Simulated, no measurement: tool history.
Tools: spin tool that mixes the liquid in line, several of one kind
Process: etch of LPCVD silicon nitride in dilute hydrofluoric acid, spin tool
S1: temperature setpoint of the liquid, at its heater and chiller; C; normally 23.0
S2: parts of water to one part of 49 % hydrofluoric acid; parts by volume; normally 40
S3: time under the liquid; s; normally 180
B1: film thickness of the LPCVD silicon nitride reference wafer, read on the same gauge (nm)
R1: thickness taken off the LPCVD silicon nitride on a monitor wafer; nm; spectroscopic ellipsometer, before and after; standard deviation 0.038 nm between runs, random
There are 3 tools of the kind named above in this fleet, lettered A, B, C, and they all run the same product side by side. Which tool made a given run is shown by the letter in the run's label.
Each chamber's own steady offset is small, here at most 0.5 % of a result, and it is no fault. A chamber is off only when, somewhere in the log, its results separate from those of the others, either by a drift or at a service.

run 1C hour=11.3 | S1=23.0 S2=40 S3=180 | B1=139.99 | R1=2.1472
run 2A hour=21.2 | S1=23.0 S2=40 S3=180 | B1=140.01 | R1=2.1860
run 3B hour=31.7 | S1=23.0 S2=40 S3=180 | B1=140.02 | R1=2.1519
run 4A hour=39.8 | S1=23.0 S2=40 S3=180 | B1=140.02 | R1=2.1477
run 5B hour=47.6 | S1=23.0 S2=40 S3=180 | B1=139.99 | R1=2.1159
run 6C hour=53.9 | S1=23.0 S2=40 S3=180 | B1=140.00 | R1=2.2235
run 7A hour=65.4 | S1=23.0 S2=40 S3=180 | B1=140.03 | R1=2.1896
run 8B hour=71.5 | S1=23.0 S2=40 S3=180 | B1=140.03 | R1=2.0817
run 9C hour=79.8 | S1=23.0 S2=40 S3=180 | B1=139.99 | R1=2.1720
run 10C hour=87.5 | S1=23.0 S2=40 S3=180 | B1=140.01 | R1=2.1396
run 11A hour=93.5 | S1=23.0 S2=40 S3=90 | B1=140.02 | R1=1.0772
run 12B hour=100.7 | S1=23.0 S2=40 S3=90 | B1=140.00 | R1=1.0388
run 13C hour=108.7 | S1=23.0 S2=40 S3=90 | B1=139.96 | R1=1.0668
-- hour=111.2 chamber C: hydrofluoric acid flow meter replaced
run 14A hour=114.4 | S1=23.0 S2=40 S3=180 | B1=139.99 | R1=2.1398
run 15B hour=126.8 | S1=26.5 S2=40 S3=90 | B1=140.00 | R1=1.2717
run 16C hour=135.8 | S1=26.5 S2=40 S3=90 | B1=140.01 | R1=1.3843
run 17B hour=144.2 | S1=26.5 S2=40 S3=90 | B1=140.00 | R1=1.2689
run 18A hour=151.4 | S1=23.0 S2=40 S3=180 | B1=139.97 | R1=2.1948
run 19C hour=163.7 | S1=23.0 S2=40 S3=180 | B1=140.02 | R1=2.1607
run 20B hour=169.6 | S1=23.0 S2=40 S3=180 | B1=140.00 | R1=1.9863
-- hour=172.0 chamber B: hydrofluoric acid flow meter replaced
run 21A hour=179.0 | S1=23.0 S2=40 S3=180 | B1=140.02 | R1=2.2114
run 22A hour=184.9 | S1=23.0 S2=40 S3=180 | B1=140.01 | R1=2.1745
run 23B hour=194.0 | S1=23.0 S2=40 S3=180 | B1=140.01 | R1=1.9704
run 24C hour=204.9 | S1=23.0 S2=25 S3=110 | B1=139.99 | R1=2.1337
run 25B hour=210.7 | S1=23.0 S2=25 S3=110 | B1=139.99 | R1=1.8185
run 26C hour=219.8 | S1=23.0 S2=25 S3=110 | B1=140.00 | R1=2.0332

Predict what each chamber gives when all 3 of them run the settings below next.
run 27A hour=229.2 | S1=23.0 S2=40 S3=180 | R1=?
run 27B hour=229.2 | S1=23.0 S2=40 S3=180 | R1=?
run 27C hour=229.2 | S1=23.0 S2=40 S3=180 | R1=?

run=27A R1=2.1508
run=27B R1=1.8945
run=27C R1=2.1435
